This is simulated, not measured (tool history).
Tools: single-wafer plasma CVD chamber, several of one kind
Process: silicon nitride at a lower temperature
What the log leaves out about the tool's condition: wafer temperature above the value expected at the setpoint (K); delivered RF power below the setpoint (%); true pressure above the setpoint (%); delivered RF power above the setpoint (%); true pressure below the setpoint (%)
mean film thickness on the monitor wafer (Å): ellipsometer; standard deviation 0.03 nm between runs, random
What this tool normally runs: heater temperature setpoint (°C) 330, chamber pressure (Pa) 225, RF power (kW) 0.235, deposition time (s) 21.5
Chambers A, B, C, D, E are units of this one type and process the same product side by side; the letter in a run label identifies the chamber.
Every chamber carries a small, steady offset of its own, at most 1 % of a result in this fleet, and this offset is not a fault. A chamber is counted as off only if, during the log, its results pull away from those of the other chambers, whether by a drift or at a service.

run	hour	heater temperature setpoint (°C)	chamber pressure (Pa)	RF power (kW)	deposition time (s)	hours since the last thermocouple change	hours since the last RF generator calibration	hours since the last manometer calibration	read-back reference wafer on the same gauge, thickness_nm	mean film thickness on the monitor wafer (Å)
# hour 1.5: chamber D: RF generator calibrated
1B	5	330	225	0.235	21.5	890	427.9	874	21	219.99
2C	10.4	330	225	0.235	21.5	2195	1860.2	1005.3	20.996	217.28
3E	16.4	330	225	0.235	21.5	1726.9	49.2	1119.7	20.987	218.77
4A	21.6	330	225	0.235	21.5	1707.2	800.4	1557.9	20.982	216.74
5D	26.3	330	225	0.235	21.5	1443.3	24.8	170.3	20.98	217.27
6C	31.3	330	225	0.235	21.5	2215.9	1881.1	1026.2	20.984	217.31
7D	37	330	225	0.235	21.5	1454	35.5	181	20.974	218
8E	43.1	330	225	0.235	21.5	1753.6	75.9	1146.4	20.975	218.78
9B	47.2	330	225	0.235	21.5	932.2	470.1	916.2	20.969	220.59
10A	54.7	330	225	0.235	21.5	1740.3	833.5	1591	20.966	216.94
# hour 55.9: chamber C: RF generator calibrated
11A	60.2	330	225	0.235	21.5	1745.8	839	1596.5	20.969	216.7
12B	67.8	330	225	0.235	21.5	952.8	490.7	936.8	20.969	218.97
13C	72.9	330	225	0.235	21.5	2257.5	17	1067.8	20.959	217.27
14D	78.1	330	225	0.235	21.5	1495.1	76.6	222.1	20.954	217.11
15E	84.1	330	225	0.235	21.5	1794.6	116.9	1187.4	20.953	218.72
16A	90.8	330	225	0.235	21.5	1776.4	869.6	1627.1	20.952	216.77
17B	95.6	330	225	0.235	21.5	980.6	518.5	964.6	20.936	219.85
18D	100	330	225	0.235	21.5	1517	98.5	244	20.944	216.56
19C	107.7	330	225	0.235	21.5	2292.3	51.8	1102.6	20.936	216.52
20E	111.8	330	208	0.235	21.5	1822.3	144.6	1215.1	20.94	213.9
21C	119.2	330	208	0.235	21.5	2303.8	63.3	1114.1	20.928	212.52
22A	124.1	330	208	0.235	21.5	1809.7	902.9	1660.4	20.935	212.03
23D	131.4	330	208	0.235	21.5	1548.4	129.9	275.4	20.929	211.97
24E	138.4	330	208	0.235	21.5	1848.9	171.2	1241.7	20.91	213.37
25B	143.7	330	225	0.235	21.5	1028.7	566.6	1012.7	20.922	219.51
26A	149.2	330	225	0.235	21.5	1834.8	928	1685.5	20.914	216.75
27D	156.2	320	225	0.235	21.5	1573.2	154.7	300.2	20.913	217.63
28E	161.4	320	225	0.235	21.5	1871.9	194.2	1264.7	20.913	218.28
29C	166.2	320	225	0.235	21.5	2350.8	110.3	1161.1	20.904	216.95
30B	172.1	320	225	0.235	21.5	1057.1	595	1041.1	20.89	219.94
31D	176.3	320	225	0.235	21.5	1593.3	174.8	320.3	20.895	217.45
32E	182.2	317	225	0.195	21.5	1892.7	215	1285.5	20.891	191.07
33C	188.3	317	225	0.195	21.5	2372.9	132.4	1183.2	20.894	189.05
34B	194.3	317	225	0.195	21.5	1079.3	617.2	1063.3	20.9	192.02
35A	202	317	225	0.195	21.5	1887.6	980.8	1738.3	20.887	189.61

All 5 chambers run these settings next. Forecast each chamber's results:
36A	207.5	330	225	0.235	21.5					?
36B	207.5	330	225	0.235	21.5					?
36C	207.5	330	225	0.235	21.5					?
36D	207.5	330	225	0.235	21.5					?
36E	207.5	330	225	0.235	21.5					?

run	mean film thickness on the monitor wafer (Å)
36A	216.03
36B	219.16
36C	216.02
36D	216.76
36E	217.41

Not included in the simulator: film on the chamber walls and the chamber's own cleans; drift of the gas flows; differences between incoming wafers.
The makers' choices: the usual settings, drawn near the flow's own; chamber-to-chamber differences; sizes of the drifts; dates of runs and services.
